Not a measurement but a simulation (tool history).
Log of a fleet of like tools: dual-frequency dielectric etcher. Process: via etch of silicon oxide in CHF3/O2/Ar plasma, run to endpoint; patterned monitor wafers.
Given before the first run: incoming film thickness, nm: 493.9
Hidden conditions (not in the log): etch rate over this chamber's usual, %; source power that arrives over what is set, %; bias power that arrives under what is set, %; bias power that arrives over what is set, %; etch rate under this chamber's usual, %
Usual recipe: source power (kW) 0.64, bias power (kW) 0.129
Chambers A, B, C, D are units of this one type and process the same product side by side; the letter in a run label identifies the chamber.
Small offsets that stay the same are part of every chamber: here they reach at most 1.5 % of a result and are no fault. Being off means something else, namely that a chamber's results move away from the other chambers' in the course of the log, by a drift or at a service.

run	hour	source power (kW)	bias power (kW)	hours since the last wet clean	hours since the last source power generator calibration	hours since the last bias power generator calibration	endpoint time (s)
1A	7.1	0.64	0.129	74	2556.6	3804.9	277.35
2B	16.2	0.64	0.129	265.1	3536.1	435.8	271.32
3D	25.7	0.64	0.129	474.3	2457.6	2321.6	276.07
4C	30.1	0.64	0.129	195.6	755.8	1119.4	269.16
5B	37.4	0.64	0.107	286.3	3557.3	457	284.22
6A	42.4	0.64	0.107	109.3	2591.9	3840.2	292.79
7D	50.9	0.64	0.107	499.5	2482.8	2346.8	291.95
8C	56	0.64	0.107	221.5	781.7	1145.3	287.73
9C	65	0.64	0.129	230.5	790.7	1154.3	273.96
10D	74.1	0.64	0.129	522.7	2506	2370	275.16
11B	78.9	0.64	0.129	327.8	3598.8	498.5	265.5
12A	86.4	0.64	0.129	153.3	2635.9	3884.2	277.94
13A	91.3	0.64	0.129	158.2	2640.8	3889.1	279.91
14C	96.2	0.64	0.129	261.7	821.9	1185.5	271.09
15B	101.2	0.64	0.129	350.1	3621.1	520.8	269.29
16D	110.6	0.56	0.152	559.2	2542.5	2406.5	272.49
# hour 112.9: chamber D: wet clean of the chamber
17D	118.9	0.56	0.152	6.1	2550.8	2414.8	275.3
18B	124	0.56	0.152	372.9	3643.9	543.6	268.3
19A	132.3	0.56	0.152	199.2	2681.8	3930.1	272.24
20C	140.4	0.64	0.129	305.9	866.1	1229.7	272.42
21B	149.6	0.64	0.129	398.5	3669.5	569.2	272.62
22C	159.1	0.64	0.129	324.6	884.8	1248.4	272.67
23D	166.6	0.64	0.129	53.8	2598.5	2462.5	271.6
24A	170.8	0.64	0.129	237.7	2720.3	3968.6	270.22
25D	177.9	0.64	0.129	65.1	2609.8	2473.8	276.78
26C	182.4	0.64	0.129	347.9	908.1	1271.7	267.91
27B	188.6	0.64	0.129	437.5	3708.5	608.2	271.47
28A	193.1	0.49	0.103	260	2742.6	3990.9	326.92
29B	199.8	0.49	0.103	448.7	3719.7	619.4	322.56
30D	206.1	0.49	0.103	93.3	2638	2502	327
31A	212.3	0.49	0.103	279.2	2761.8	4010.1	334.11
32C	220.5	0.64	0.129	386	946.2	1309.8	270.91
33C	229.6	0.58	0.143	395.1	955.3	1318.9	272.68
34D	234.9	0.58	0.143	122.1	2666.8	2530.8	274.9
35B	244	0.58	0.143	492.9	3763.9	663.6	277.26
36A	253.5	0.58	0.143	320.4	2803	4051.3	281.34
37D	262.1	0.64	0.129	149.3	2694	2558	277.23
38A	270.5	0.64	0.129	337.4	2820	4068.3	280.92
# hour 274.3: chamber B: wet clean of the chamber
39B	279.3	0.64	0.149	5.1	3799.2	698.9	258.39
40C	285.3	0.64	0.149	450.8	1011	1374.6	259.19
41C	292.1	0.64	0.149	457.6	1017.8	1381.4	254.36
42B	298.9	0.64	0.149	24.7	3818.8	718.5	261.91
43A	305.2	0.64	0.129	372.1	2854.7	4103	276.56
44D	310.7	0.64	0.129	197.9	2742.6	2606.6	275.55

All 4 chambers run these settings next. Forecast each chamber's results:
45A	317.6	0.55	0.129				?
45B	317.6	0.55	0.129				?
45C	317.6	0.55	0.129				?
45D	317.6	0.55	0.129				?

run	endpoint time (s)
45A	298.98
45B	287.87
45C	284.73
45D	284.51
